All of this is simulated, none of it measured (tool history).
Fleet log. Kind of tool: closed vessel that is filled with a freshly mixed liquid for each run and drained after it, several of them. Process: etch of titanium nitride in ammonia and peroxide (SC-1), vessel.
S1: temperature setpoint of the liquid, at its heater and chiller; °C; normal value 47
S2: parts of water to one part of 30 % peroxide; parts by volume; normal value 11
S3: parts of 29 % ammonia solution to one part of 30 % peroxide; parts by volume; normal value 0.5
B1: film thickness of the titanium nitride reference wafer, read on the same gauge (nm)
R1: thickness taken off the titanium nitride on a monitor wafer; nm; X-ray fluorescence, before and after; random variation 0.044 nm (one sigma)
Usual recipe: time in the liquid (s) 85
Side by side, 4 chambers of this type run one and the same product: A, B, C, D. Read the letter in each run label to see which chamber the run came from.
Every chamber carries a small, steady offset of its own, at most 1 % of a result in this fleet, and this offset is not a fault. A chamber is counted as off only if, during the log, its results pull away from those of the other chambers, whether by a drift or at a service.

run 1B day=0.183 | S1=47 S2=11 S3=0.5 time_in_the_liquid_(s)=85 | B1=139.98 | R1=7.3393
run 2C day=0.354 | S1=47 S2=11 S3=0.5 time_in_the_liquid_(s)=85 | B1=139.99 | R1=7.3170
run 3A day=0.479 | S1=47 S2=11 S3=0.5 time_in_the_liquid_(s)=85 | B1=140.01 | R1=7.3866
run 4D day=0.588 | S1=47 S2=11 S3=0.5 time_in_the_liquid_(s)=85 | B1=140.00 | R1=7.2668
run 5D day=0.792 | S1=47 S2=11 S3=0.5 time_in_the_liquid_(s)=85 | B1=139.98 | R1=7.4272
run 6B day=0.958 | S1=47 S2=11 S3=0.5 time_in_the_liquid_(s)=85 | B1=140.00 | R1=7.3962
run 7C day=1.100 | S1=47 S2=11 S3=0.5 time_in_the_liquid_(s)=85 | B1=140.01 | R1=7.3503
run 8A day=1.267 | S1=47 S2=11 S3=0.5 time_in_the_liquid_(s)=85 | B1=140.00 | R1=7.4873
run 9D day=1.400 | S1=47 S2=11 S3=0.5 time_in_the_liquid_(s)=85 | B1=140.01 | R1=7.3406
run 10B day=1.596 | S1=47 S2=11 S3=0.5 time_in_the_liquid_(s)=85 | B1=140.01 | R1=7.3926
run 11C day=1.733 | S1=47 S2=11 S3=0.5 time_in_the_liquid_(s)=85 | B1=140.05 | R1=7.2753
run 12A day=1.946 | S1=47 S2=11 S3=0.5 time_in_the_liquid_(s)=85 | B1=140.01 | R1=7.3679
run 13C day=2.175 | S1=47 S2=11 S3=0.5 time_in_the_liquid_(s)=85 | B1=140.04 | R1=7.4443
run 14A day=2.346 | S1=47 S2=11 S3=0.5 time_in_the_liquid_(s)=85 | B1=139.94 | R1=7.3526
run 15D day=2.550 | S1=47 S2=11 S3=0.5 time_in_the_liquid_(s)=85 | B1=140.02 | R1=7.2878
run 16B day=2.721 | S1=47 S2=11 S3=0.5 time_in_the_liquid_(s)=85 | B1=140.02 | R1=7.3148
run 17C day=2.888 | S1=47 S2=11 S3=0.5 time_in_the_liquid_(s)=85 | B1=140.03 | R1=7.5507
run 18D day=3.038 | S1=47 S2=11 S3=0.5 time_in_the_liquid_(s)=85 | B1=140.00 | R1=7.3288
run 19A day=3.175 | S1=47 S2=11 S3=0.5 time_in_the_liquid_(s)=85 | B1=140.00 | R1=7.4446
run 20B day=3.321 | S1=47 S2=11 S3=0.5 time_in_the_liquid_(s)=100 | B1=140.00 | R1=8.6619
run 21B day=3.517 | S1=47 S2=11 S3=0.5 time_in_the_liquid_(s)=100 | B1=139.98 | R1=8.6638
-- day=3.658 chamber D: new drum of ammonia solution connected
run 22A day=3.721 | S1=47 S2=11 S3=0.5 time_in_the_liquid_(s)=100 | B1=140.00 | R1=8.7213
run 23C day=3.950 | S1=47 S2=11 S3=0.5 time_in_the_liquid_(s)=100 | B1=140.02 | R1=9.1900
run 24D day=4.175 | S1=47 S2=11 S3=0.5 time_in_the_liquid_(s)=85 | B1=140.00 | R1=7.3677
run 25D day=4.308 | S1=47 S2=11 S3=0.5 time_in_the_liquid_(s)=85 | B1=140.00 | R1=7.3617
run 26B day=4.421 | S1=47 S2=11 S3=0.5 time_in_the_liquid_(s)=85 | B1=139.99 | R1=7.4152
run 27A day=4.546 | S1=47 S2=11 S3=0.5 time_in_the_liquid_(s)=85 | B1=140.01 | R1=7.3885
run 28C day=4.675 | S1=47 S2=11 S3=0.5 time_in_the_liquid_(s)=85 | B1=139.99 | R1=7.9994

Next, all 4 chambers run the settings below, one line each with question marks for the results. What does each chamber give?
run 29A day=4.850 | S1=47 S2=11 S3=0.5 time_in_the_liquid_(s)=85 | R1=?
run 29B day=4.850 | S1=47 S2=11 S3=0.5 time_in_the_liquid_(s)=85 | R1=?
run 29C day=4.850 | S1=47 S2=11 S3=0.5 time_in_the_liquid_(s)=85 | R1=?
run 29D day=4.850 | S1=47 S2=11 S3=0.5 time_in_the_liquid_(s)=85 | R1=?

run=29A R1=7.4375
run=29B R1=7.3919
run=29C R1=8.0522
run=29D R1=7.3596
